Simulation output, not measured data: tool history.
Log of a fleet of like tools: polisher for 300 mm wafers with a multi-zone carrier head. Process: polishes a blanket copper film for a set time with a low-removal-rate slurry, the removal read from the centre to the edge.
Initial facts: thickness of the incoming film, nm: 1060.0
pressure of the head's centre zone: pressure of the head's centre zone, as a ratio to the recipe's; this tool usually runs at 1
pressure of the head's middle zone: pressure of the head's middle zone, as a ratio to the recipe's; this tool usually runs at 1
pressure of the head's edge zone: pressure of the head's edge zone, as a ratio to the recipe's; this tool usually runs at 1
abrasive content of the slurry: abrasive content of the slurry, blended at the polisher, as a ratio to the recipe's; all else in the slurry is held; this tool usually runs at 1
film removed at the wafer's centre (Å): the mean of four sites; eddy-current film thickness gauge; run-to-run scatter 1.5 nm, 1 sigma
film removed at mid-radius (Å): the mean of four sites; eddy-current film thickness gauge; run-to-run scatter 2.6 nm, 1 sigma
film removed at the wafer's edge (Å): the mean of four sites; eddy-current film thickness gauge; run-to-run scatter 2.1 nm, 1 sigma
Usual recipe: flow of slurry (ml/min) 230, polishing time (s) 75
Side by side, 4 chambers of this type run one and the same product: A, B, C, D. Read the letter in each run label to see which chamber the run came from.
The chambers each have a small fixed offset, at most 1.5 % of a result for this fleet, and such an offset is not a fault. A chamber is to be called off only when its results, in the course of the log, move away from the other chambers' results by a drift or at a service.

run,hour,flow of slurry (ml/min),pressure of the head's centre zone,pressure of the head's middle zone,pressure of the head's edge zone,abrasive content of the slurry,polishing time (s),wafers polished on this pad,hours since the slurry nozzle was cleaned,hours since the centre zone pressure was calibrated,hours since the edge zone pressure was calibrated,film removed at the wafer's centre (Å),film removed at mid-radius (Å),film removed at the wafer's edge (Å)
1D,2.3,230,1,1,1,1,75,906,174.8,304,144.8,2559.5,2512.6,2564.4
# hour 4.8: chamber D: worn pad replaced by a new one
2C,6.4,230,1,1,1,1,75,962,516.9,442.1,336.9,2518.6,2490.9,2503.6
# hour 7.7: chamber B: centre zone pressure recalibrated
# hour 8.5: chamber B: worn pad replaced by a new one
3A,10.7,230,1,1,1,1,75,689,232.6,652.7,814.3,2549.4,2542.8,2554.9
4B,14.8,230,1,1,1,1,75,81,103,7.1,519.1,2526,2556.6,2553.7
5A,17,230,1,1,1,1,75,770,238.9,659,820.6,2549.3,2522.7,2591.9
# hour 18.9: chamber A: slurry nozzle cleaned
6D,21.2,230,1,1.08,1,1.15,75,211,193.7,322.9,163.7,2648,2789.9,2618.7
# hour 22: chamber C: worn pad replaced by a new one
7B,25.4,230,1,1.08,1,1.15,75,218,113.6,17.7,529.7,2595.8,2822.3,2574.4
8C,29.6,230,1,1.08,1,1.15,75,98,540.1,465.3,360.1,2622.5,2825.1,2583.2
9A,34,230,1,1.08,1,1.15,75,989,15.1,676,837.6,2654.3,2807.2,2664.6
10D,38.1,230,1,1,1,1,75,429,210.6,339.8,180.6,2545.1,2481.3,2519.5
11C,40.4,230,1,1,1,1,55,237,550.9,476.1,370.9,1853.7,1859.7,1847.7
12B,44.8,230,1,1,1,1,55,468,133,37.1,549.1,1837.9,1853.7,1868.2
13C,48.5,230,1,1,1,1,55,341,559,484.2,379,1842.3,1853,1849.3
14B,52.2,230,1,1,1,1,55,563,140.4,44.5,556.5,1848.9,1850.1,1873.6
15A,55.5,230,1,1,1,1,75,1266,36.6,697.5,859.1,2535,2553.7,2579
16D,57.8,230,1,1,1,1,75,683,230.3,359.5,200.3,2537,2505.6,2570.5
17D,62,230,1,1,1,1,75,737,234.5,363.7,204.5,2543.7,2486.3,2545
# hour 64.9: chamber B: worn pad replaced by a new one
18A,66.2,230,1,1,1,1,75,1404,47.3,708.2,869.8,2527.7,2545,2508.7
19B,69.4,230,1,0.92,1,1,75,58,157.6,61.7,573.7,2511.5,2379.1,2545.4
20C,73.5,230,1,0.92,1,1,75,663,584,509.2,404,2524.4,2313.9,2495.5
21C,78,230,1,0.92,1,1,75,721,588.5,513.7,408.5,2516.7,2381.2,2504.2
22B,80.9,230,1,0.92,1,1,75,206,169.1,73.2,585.2,2516.8,2276.7,2575.7
23D,83.2,230,1,1,1,1,75,1010,255.7,384.9,225.7,2582.2,2481.5,2548.1
24A,85.6,230,1,1,1,1,75,1654,66.7,727.6,889.2,2488.5,2467.6,2489.7
25A,87.6,230,1,1,1,1,75,1679,68.7,729.6,891.2,2469,2439.6,2487.3
# hour 88.1: chamber D: worn pad replaced by a new one
26C,91.7,230,1,1,1,1,75,898,602.2,527.4,422.2,2506,2555.8,2488.8
27B,95.2,230,1,1,1,1,75,390,183.4,87.5,599.5,2507.2,2454.7,2534.9
28D,97.6,230,1,1,1,1,75,122,270.1,399.3,240.1,2560,2537.5,2557.4
29B,100,230,1,1,1,1,84,452,188.2,92.3,604.3,2837.2,2821.6,2856
30D,103.2,230,1,1,1,1,84,194,275.7,404.9,245.7,2840,2862.4,2842.1
# hour 105: chamber D: slurry nozzle cleaned
31A,106.1,230,1,1,1,1,84,1918,87.2,748.1,909.7,2714.5,2737.1,2712.1
# hour 106.4: chamber C: worn pad replaced by a new one
32C,108.1,230,1,1,1,1,84,22,618.6,543.8,438.6,2814.6,2832.5,2800.8
33D,110.8,230,1,1,1,1,75,292,5.8,412.5,253.3,2590.6,2474.5,2532.4
34B,114.2,230,1,1,1,1,75,635,202.4,106.5,618.5,2517.8,2481.3,2530.3
35A,116.9,165,1,1,0.88,1,75,2057,98,758.9,920.5,2277,2324.1,2187.1
36C,119.1,165,1,1,0.88,1,75,163,629.6,554.8,449.6,2399.5,2458.1,2250
37D,121.1,165,1,1,0.88,1,75,425,16.1,422.8,263.6,2463.6,2414.8,2301.6

Decide between three cases: one chamber stands off from its peers, the gauge reading all wafers drifts, or nothing is wrong past each chamber's small offset. Where a chamber is off, say which and what most likely put it there.

One chamber, A, drifts off from the rest bit by bit.
Likeliest cause: removal rate lost through wear of the pad, % = 6.38.
The log may not separate it from: slurry flow missing at the pad, %.

Chamber A could run next with any of the 4 candidate recipes listed below; each alters the usual settings, and their results appear as question marks. Which one brings its results back in line with what the other chambers deliver on the usual settings?
A result is in line if it is within this distance of the other chambers' mean on the usual settings: film removed at the wafer's centre (Å) 54; film removed at mid-radius (Å) 91; film removed at the wafer's edge (Å) 73
38A-1,124.3,230,1,1,1,1,71,,,,,?,?,?
38A-2,124.3,230,1,1,1,1,74,,,,,?,?,?
38A-3,124.3,230,1,1,1,1,76,,,,,?,?,?
38A-4,124.3,230,1,1,1,1,79,,,,,?,?,?

Average result of the remaining chambers running the usual settings: film removed at the wafer's centre (Å) 2527.7; film removed at mid-radius (Å) 2515.6; film removed at the wafer's edge (Å) 2526.3
run,film removed at the wafer's centre (Å),film removed at mid-radius (Å),film removed at the wafer's edge (Å)
38A-1,2259.7,2269.3,2263.4
38A-2,2355.2,2365.2,2359
38A-3,2418.8,2429.2,2422.8
38A-4,2514.3,2525,2518.4
38A-4 is the one that brings the chamber's results back in line with the other chambers.
